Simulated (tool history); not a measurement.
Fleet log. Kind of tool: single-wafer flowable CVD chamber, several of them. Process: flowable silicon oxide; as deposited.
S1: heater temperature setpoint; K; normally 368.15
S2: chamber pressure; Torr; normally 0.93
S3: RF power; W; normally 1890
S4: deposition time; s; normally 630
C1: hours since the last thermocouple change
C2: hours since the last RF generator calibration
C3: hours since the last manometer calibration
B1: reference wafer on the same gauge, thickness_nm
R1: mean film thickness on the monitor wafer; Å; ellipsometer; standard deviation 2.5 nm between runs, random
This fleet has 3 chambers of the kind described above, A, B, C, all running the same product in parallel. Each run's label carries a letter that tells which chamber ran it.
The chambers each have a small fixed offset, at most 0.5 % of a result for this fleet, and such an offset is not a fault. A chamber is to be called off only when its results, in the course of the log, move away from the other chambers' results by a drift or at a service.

| run | day | S1 | S2 | S3 | S4 | C1 | C2 | C3 | B1 | R1 |
|---|---|---|---|---|---|---|---|---|---|---|
| 1C | 0.367 | 368.15 | 0.93 | 1890 | 630 | 159.8 | 287.5 | 1008.4 | 645.14 | 5378.2 |
| 2B | 0.979 | 368.15 | 0.93 | 1890 | 630 | 1674 | 623.2 | 1963.8 | 645.02 | 5409.7 |
| 3A | 1.271 | 368.15 | 0.93 | 1890 | 630 | 610.5 | 806 | 731.1 | 644.86 | 5438.2 |
| 4A | 1.608 | 368.15 | 0.93 | 1890 | 630 | 618.6 | 814.1 | 739.2 | 645.63 | 5413.1 |
| 5B | 2.162 | 368.15 | 0.93 | 1890 | 630 | 1702.4 | 651.6 | 1992.2 | 645.04 | 5421.6 |
| 6C | 2.55 | 368.15 | 0.93 | 1890 | 630 | 212.2 | 339.9 | 1060.8 | 644.57 | 5395.4 |
| 7B | 2.929 | 368.15 | 0.93 | 1890 | 630 | 1720.8 | 670 | 2010.6 | 644.8 | 5454.8 |
| 8C | 3.492 | 368.15 | 0.93 | 1890 | 630 | 234.8 | 362.5 | 1083.4 | 644.81 | 5412.3 |
| 9A | 4.033 | 368.15 | 0.93 | 1890 | 689 | 676.8 | 872.3 | 797.4 | 644.02 | 5915.5 |
|  | 4.338 | chamber A: RF generator calibrated |
| 10B | 4.4 | 368.15 | 0.93 | 1890 | 689 | 1756.1 | 705.3 | 2045.9 | 645.2 | 5924 |
| 11A | 4.996 | 368.15 | 0.93 | 1890 | 689 | 699.9 | 15.9 | 820.5 | 644.69 | 5935 |
| 12C | 5.538 | 368.15 | 0.93 | 1890 | 630 | 283.9 | 411.6 | 1132.5 | 643.94 | 5410.6 |
| 13C | 5.888 | 368.15 | 0.93 | 1890 | 630 | 292.3 | 420 | 1140.9 | 645.04 | 5348.3 |
| 14B | 6.238 | 368.15 | 1.021 | 1565 | 630 | 1800.2 | 749.4 | 2090 | 645.12 | 5767.1 |
| 15A | 6.55 | 368.15 | 1.021 | 1565 | 630 | 737.2 | 53.2 | 857.8 | 644.71 | 5791.1 |
| 16A | 7.071 | 368.15 | 1.021 | 1565 | 630 | 749.7 | 65.7 | 870.3 | 644.38 | 5786.2 |
| 17B | 7.371 | 368.15 | 0.93 | 1890 | 630 | 1827.4 | 776.6 | 2117.2 | 645.46 | 5443.6 |
| 18C | 7.95 | 368.15 | 0.93 | 1890 | 630 | 341.8 | 469.5 | 1190.4 | 645.02 | 5308.9 |
| 19C | 8.3 | 368.15 | 0.93 | 1890 | 630 | 350.2 | 477.9 | 1198.8 | 645.4 | 5333.2 |
| 20B | 8.692 | 368.15 | 0.93 | 1890 | 630 | 1859.1 | 808.3 | 2148.9 | 645 | 5435.3 |
| 21A | 8.975 | 368.15 | 0.93 | 1890 | 630 | 795.4 | 111.4 | 916 | 644.24 | 5431.9 |
| 22A | 9.346 | 368.15 | 0.93 | 1890 | 630 | 804.3 | 120.3 | 924.9 | 645.09 | 5454.9 |
| 23C | 9.696 | 368.15 | 0.93 | 1890 | 630 | 383.7 | 511.4 | 1232.3 | 645.46 | 5282.7 |
| 24B | 10.033 | 368.15 | 0.93 | 1890 | 630 | 1891.3 | 840.5 | 2181.1 | 645 | 5424.9 |
| 25B | 10.321 | 368.15 | 0.93 | 1890 | 630 | 1898.2 | 847.4 | 2188 | 644.98 | 5417.5 |
| 26C | 10.725 | 368.15 | 0.93 | 1890 | 630 | 408.4 | 536.1 | 1257 | 645.22 | 5257.8 |
| 27A | 11.158 | 368.15 | 0.93 | 1890 | 630 | 847.8 | 163.8 | 968.4 | 644.15 | 5408.9 |
| 28A | 11.683 | 368.15 | 0.93 | 1890 | 630 | 860.4 | 176.4 | 981 | 645.14 | 5462.2 |
| 29C | 12.008 | 368.15 | 0.93 | 1890 | 630 | 439.2 | 566.9 | 1287.8 | 644.83 | 5269.3 |
| 30B | 12.325 | 357.15 | 1.011 | 1890 | 630 | 1946.3 | 895.5 | 2236.1 | 645.09 | 8499.1 |
| 31A | 12.958 | 357.15 | 1.011 | 1890 | 630 | 891 | 207 | 1011.6 | 645.12 | 8472.6 |
| 32B | 13.462 | 357.15 | 1.011 | 1890 | 630 | 1973.6 | 922.8 | 2263.4 | 644.89 | 8447.3 |
| 33C | 14.062 | 368.15 | 0.93 | 1890 | 630 | 488.5 | 616.2 | 1337.1 | 645.11 | 5231.4 |
| 34A | 14.396 | 368.15 | 0.93 | 1890 | 630 | 925.5 | 241.5 | 1046.1 | 645.42 | 5445.7 |

Is one chamber out of step, is the gauge drifting, or do the chambers differ by no more than their own small offsets? For an off chamber, give its letter and the likeliest cause.

Little by little, chamber C moves away from the other chambers.
Most likely cause: true pressure below the setpoint (%) = 2.16.
The log might look much the same if the cause were instead: wafer temperature above the value expected at the setpoint (K).

Which of the 4 candidates below, each the usual settings with something changed and its results left as question marks, puts chamber C back in line with what the other chambers give on the usual settings?
A result is in line if it is within this distance of the other chambers' mean on the usual settings: R1 87 Å
| 35C-1 | 14.85 | 368.15 | 0.931 | 1890 | 631 |  |  |  |  | ? |
| 35C-2 | 14.85 | 368.15 | 0.929 | 1890 | 629 |  |  |  |  | ? |
| 35C-3 | 14.85 | 368.15 | 0.957 | 1895 | 630 |  |  |  |  | ? |
| 35C-4 | 14.85 | 369.15 | 0.93 | 1890 | 627 |  |  |  |  | ? |

Average result of the remaining chambers running the usual settings: R1 5431 Å
| run | R1 |
|---|---|
| 35C-1 | 5261.1 |
| 35C-2 | 5230.4 |
| 35C-3 | 5439.1 |
| 35C-4 | 5049.9 |
The right change is 35C-3: it brings the chamber back within the allowed miss of the others.
